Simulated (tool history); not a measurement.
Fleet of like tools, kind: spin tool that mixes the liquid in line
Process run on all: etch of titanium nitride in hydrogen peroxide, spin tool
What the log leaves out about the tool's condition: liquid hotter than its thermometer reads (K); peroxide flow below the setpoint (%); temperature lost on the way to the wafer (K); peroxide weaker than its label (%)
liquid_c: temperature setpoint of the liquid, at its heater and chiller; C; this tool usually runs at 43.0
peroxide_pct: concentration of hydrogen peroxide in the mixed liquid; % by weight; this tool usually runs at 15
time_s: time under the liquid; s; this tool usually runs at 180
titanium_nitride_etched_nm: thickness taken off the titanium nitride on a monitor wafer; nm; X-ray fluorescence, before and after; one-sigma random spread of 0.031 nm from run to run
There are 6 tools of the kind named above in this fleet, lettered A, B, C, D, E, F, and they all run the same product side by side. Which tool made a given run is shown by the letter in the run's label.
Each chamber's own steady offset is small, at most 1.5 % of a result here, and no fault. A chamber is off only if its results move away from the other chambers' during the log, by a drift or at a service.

| run | hour | liquid_c | peroxide_pct | time_s | hours since the thermometer was replaced | hours since the peroxide flow meter was replaced | hours since the heated supply line was repaired | hours since the drum of peroxide was connected | read-back film thickness of the titanium nitride reference wafer, read on the same gauge (nm) | titanium_nitride_etched_nm |
|---|---|---|---|---|---|---|---|---|---|---|
| 1C | 6.3 | 43.0 | 15 | 180 | 2432.1 | 382.3 | 383.7 | 355.2 | 69.990 | 4.1357 |
| 2D | 9.7 | 43.0 | 15 | 180 | 703.1 | 2067.2 | 539.9 | 192.6 | 69.995 | 4.1103 |
| 3E | 16.2 | 43.0 | 15 | 180 | 205.2 | 1272.8 | 2203.0 | 441.6 | 69.995 | 4.1031 |
|  | 18.4 | chamber E: heated supply line repaired |
| 4F | 21.8 | 43.0 | 15 | 180 | 1397.1 | 781.2 | 550.9 | 663.1 | 70.004 | 4.0655 |
| 5B | 26.4 | 43.0 | 15 | 180 | 1430.1 | 764.6 | 212.3 | 494.0 | 69.998 | 4.0829 |
| 6A | 29.6 | 43.0 | 15 | 180 | 909.2 | 274.9 | 717.1 | 601.6 | 69.975 | 4.0917 |
| 7F | 32.7 | 43.0 | 15 | 180 | 1408.0 | 792.1 | 561.8 | 674.0 | 70.025 | 4.0356 |
| 8D | 37.8 | 43.0 | 15 | 180 | 731.2 | 2095.3 | 568.0 | 220.7 | 69.997 | 4.0851 |
| 9A | 42.8 | 43.0 | 15 | 180 | 922.4 | 288.1 | 730.3 | 614.8 | 70.006 | 4.0850 |
|  | 46.9 | chamber C: new drum of peroxide connected |
| 10C | 48.4 | 43.0 | 15 | 180 | 2474.2 | 424.4 | 425.8 | 1.6 | 69.974 | 4.1397 |
| 11B | 52.8 | 43.0 | 15 | 180 | 1456.5 | 791.0 | 238.7 | 520.4 | 69.973 | 4.0778 |
| 12E | 58.1 | 43.0 | 15 | 180 | 247.1 | 1314.7 | 39.7 | 483.5 | 69.992 | 4.0857 |
|  | 62.6 | chamber B: new drum of peroxide connected |
| 13F | 64.0 | 43.0 | 15 | 180 | 1439.3 | 823.4 | 593.1 | 705.3 | 70.000 | 4.0502 |
| 14E | 68.8 | 35.5 | 12 | 180 | 257.8 | 1325.4 | 50.4 | 494.2 | 70.008 | 2.1969 |
| 15D | 75.0 | 35.5 | 12 | 180 | 768.4 | 2132.5 | 605.2 | 257.9 | 70.026 | 2.2009 |
| 16B | 80.1 | 35.5 | 12 | 180 | 1483.8 | 818.3 | 266.0 | 17.5 | 70.010 | 2.1735 |
| 17A | 83.1 | 35.5 | 12 | 180 | 962.7 | 328.4 | 770.6 | 655.1 | 70.024 | 2.2227 |
| 18C | 89.3 | 35.5 | 12 | 180 | 2515.1 | 465.3 | 466.7 | 42.5 | 69.972 | 2.2274 |
| 19E | 92.3 | 35.5 | 12 | 180 | 281.3 | 1348.9 | 73.9 | 517.7 | 69.981 | 2.1789 |
| 20A | 98.8 | 43.0 | 15 | 105 | 978.4 | 344.1 | 786.3 | 670.8 | 70.019 | 2.4150 |
|  | 100.6 | chamber D: peroxide flow meter replaced |
| 21B | 103.1 | 43.0 | 15 | 105 | 1506.8 | 841.3 | 289.0 | 40.5 | 69.971 | 2.4159 |
| 22F | 108.8 | 43.0 | 15 | 105 | 1484.1 | 868.2 | 637.9 | 750.1 | 70.017 | 2.3823 |
| 23D | 112.3 | 43.0 | 15 | 105 | 805.7 | 11.8 | 642.5 | 295.2 | 70.016 | 2.3046 |
| 24C | 117.0 | 43.0 | 15 | 105 | 2542.8 | 493.0 | 494.4 | 70.2 | 69.984 | 2.4196 |
| 25B | 120.5 | 43.0 | 15 | 105 | 1524.2 | 858.7 | 306.4 | 57.9 | 69.979 | 2.3782 |
| 26F | 126.2 | 43.0 | 15 | 180 | 1501.5 | 885.6 | 655.3 | 767.5 | 69.986 | 4.0360 |
| 27C | 129.9 | 43.0 | 15 | 180 | 2555.7 | 505.9 | 507.3 | 83.1 | 70.003 | 4.1293 |
| 28E | 134.4 | 43.0 | 15 | 180 | 323.4 | 1391.0 | 116.0 | 559.8 | 70.023 | 4.0723 |
| 29D | 137.4 | 43.0 | 15 | 180 | 830.8 | 36.9 | 667.6 | 320.3 | 69.995 | 3.8630 |
| 30A | 141.4 | 43.0 | 15 | 180 | 1021.0 | 386.7 | 828.9 | 713.4 | 69.953 | 4.0605 |
| 31D | 145.1 | 43.0 | 15 | 180 | 838.5 | 44.6 | 675.3 | 328.0 | 70.040 | 3.8482 |
|  | 149.8 | chamber A: new drum of peroxide connected |
| 32B | 150.0 | 43.0 | 15 | 180 | 1553.7 | 888.2 | 335.9 | 87.4 | 69.998 | 4.0941 |
| 33A | 154.4 | 43.0 | 15 | 180 | 1034.0 | 399.7 | 841.9 | 4.7 | 70.037 | 4.1056 |
| 34F | 160.4 | 43.0 | 15 | 180 | 1535.7 | 919.8 | 689.5 | 801.7 | 69.980 | 4.0810 |
| 35E | 166.0 | 43.0 | 15 | 180 | 355.0 | 1422.6 | 147.6 | 591.4 | 69.995 | 4.1046 |
| 36C | 170.6 | 43.0 | 15 | 180 | 2596.4 | 546.6 | 548.0 | 123.8 | 70.001 | 4.1585 |
| 37F | 175.5 | 43.0 | 15 | 180 | 1550.8 | 934.9 | 704.6 | 816.8 | 69.997 | 4.0458 |

Each of the 6 chambers runs these same settings next. Fill in every chamber's results:
| 38A | 180.2 | 34.0 | 15 | 180 |  |  |  |  |  | ? |
| 38B | 180.2 | 34.0 | 15 | 180 |  |  |  |  |  | ? |
| 38C | 180.2 | 34.0 | 15 | 180 |  |  |  |  |  | ? |
| 38D | 180.2 | 34.0 | 15 | 180 |  |  |  |  |  | ? |
| 38E | 180.2 | 34.0 | 15 | 180 |  |  |  |  |  | ? |
| 38F | 180.2 | 34.0 | 15 | 180 |  |  |  |  |  | ? |

| run | titanium_nitride_etched_nm |
|---|---|
| 38A | 2.0281 |
| 38B | 2.0405 |
| 38C | 2.0278 |
| 38D | 1.8351 |
| 38E | 2.0295 |
| 38F | 1.9933 |
